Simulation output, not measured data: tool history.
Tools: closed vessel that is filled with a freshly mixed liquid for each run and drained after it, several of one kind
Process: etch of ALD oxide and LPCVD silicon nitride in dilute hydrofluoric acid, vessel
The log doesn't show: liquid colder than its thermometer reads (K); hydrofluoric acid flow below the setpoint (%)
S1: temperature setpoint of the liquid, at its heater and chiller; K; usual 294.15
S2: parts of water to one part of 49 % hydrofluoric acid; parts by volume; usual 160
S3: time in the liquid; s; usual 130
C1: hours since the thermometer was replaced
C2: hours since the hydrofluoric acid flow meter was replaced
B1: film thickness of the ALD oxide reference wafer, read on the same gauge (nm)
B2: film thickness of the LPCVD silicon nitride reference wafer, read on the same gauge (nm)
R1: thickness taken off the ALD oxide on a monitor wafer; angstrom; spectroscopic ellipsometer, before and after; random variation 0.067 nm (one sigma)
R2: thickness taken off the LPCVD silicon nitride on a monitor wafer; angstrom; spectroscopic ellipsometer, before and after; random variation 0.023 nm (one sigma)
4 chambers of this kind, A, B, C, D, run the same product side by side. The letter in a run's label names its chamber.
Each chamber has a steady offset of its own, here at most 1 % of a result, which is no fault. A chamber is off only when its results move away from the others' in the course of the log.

run,hour,S1,S2,S3,C1,C2,B1,B2,R1,R2
1A,4.6,294.15,160,130,2258.8,694,120.01,70.001,103.17,3.1943
2B,7.2,294.15,160,130,581.3,799.9,120.03,69.971,103.41,3.1663
3C,10.7,294.15,160,130,13,320.9,120.04,69.991,104.04,2.9816
4D,15,294.15,160,130,646.1,1063.6,120.05,70.012,102.52,2.9572
5C,19.8,294.15,160,130,22.1,330,119.95,69.985,103.98,3.0117
6A,23.1,297.15,160,155,2277.3,712.5,119.97,69.986,139.9,4.7855
# hour 26: chamber D: thermometer replaced
7B,26.7,297.15,160,155,600.8,819.4,120.05,69.978,136.07,4.4777
8D,30.2,297.15,160,155,4.2,1078.8,120,70.025,138.71,4.64
9B,34.4,297.15,160,155,608.5,827.1,119.99,69.982,136.38,4.6104
10A,39.1,294.15,160,130,2293.3,728.5,119.97,69.999,103.62,3.7131
11C,43.1,294.15,160,130,45.4,353.3,119.99,70.016,104.08,2.8482
12D,46.1,294.15,160,130,20.1,1094.7,119.99,69.987,104.64,2.9925
13B,49.4,294.15,160,130,623.5,842.1,120.01,70.021,100.3,2.9292
14C,53.4,294.15,160,130,55.7,363.6,119.96,70.011,103.61,2.6929
15D,58.2,294.15,160,130,32.2,1106.8,120.02,69.972,104.65,3.3595
16A,60.3,294.15,160,130,2314.5,749.7,119.97,70.027,103.34,3.3228
17D,64.8,294.15,160,130,38.8,1113.4,119.99,70.011,103.23,3.7269
18C,68.8,294.15,160,130,71.1,379,120,69.996,104.62,3.5028
19A,72.2,294.15,160,130,2326.4,761.6,120.01,70.063,104.78,3.4766
20B,75.5,294.15,160,130,649.6,868.2,120.01,70.031,98.298,2.7882
21D,77.8,294.15,160,130,51.8,1126.4,120.02,70.003,104.01,3.1737
22A,82.1,294.15,160,130,2336.3,771.5,119.96,69.966,105.81,3.1644
23C,85.5,294.15,160,130,87.8,395.7,120,69.98,103.54,3.192
24B,88.5,294.15,160,130,662.6,881.2,120.01,69.987,98.027,2.8529
25B,93.1,294.15,160,130,667.2,885.8,119.97,70.023,97.044,2.874
26D,97.9,294.15,160,130,71.9,1146.5,120.04,69.981,103.88,2.9353

All 4 chambers run these settings next. Forecast each chamber's results:
27A,101.3,294.15,160,130,,,,,?,?
27B,101.3,294.15,160,130,,,,,?,?
27C,101.3,294.15,160,130,,,,,?,?
27D,101.3,294.15,160,130,,,,,?,?

run,R1,R2
27A,104.85,2.8462
27B,96.745,2.6538
27C,103.99,3.1187
27D,102.88,3.1513
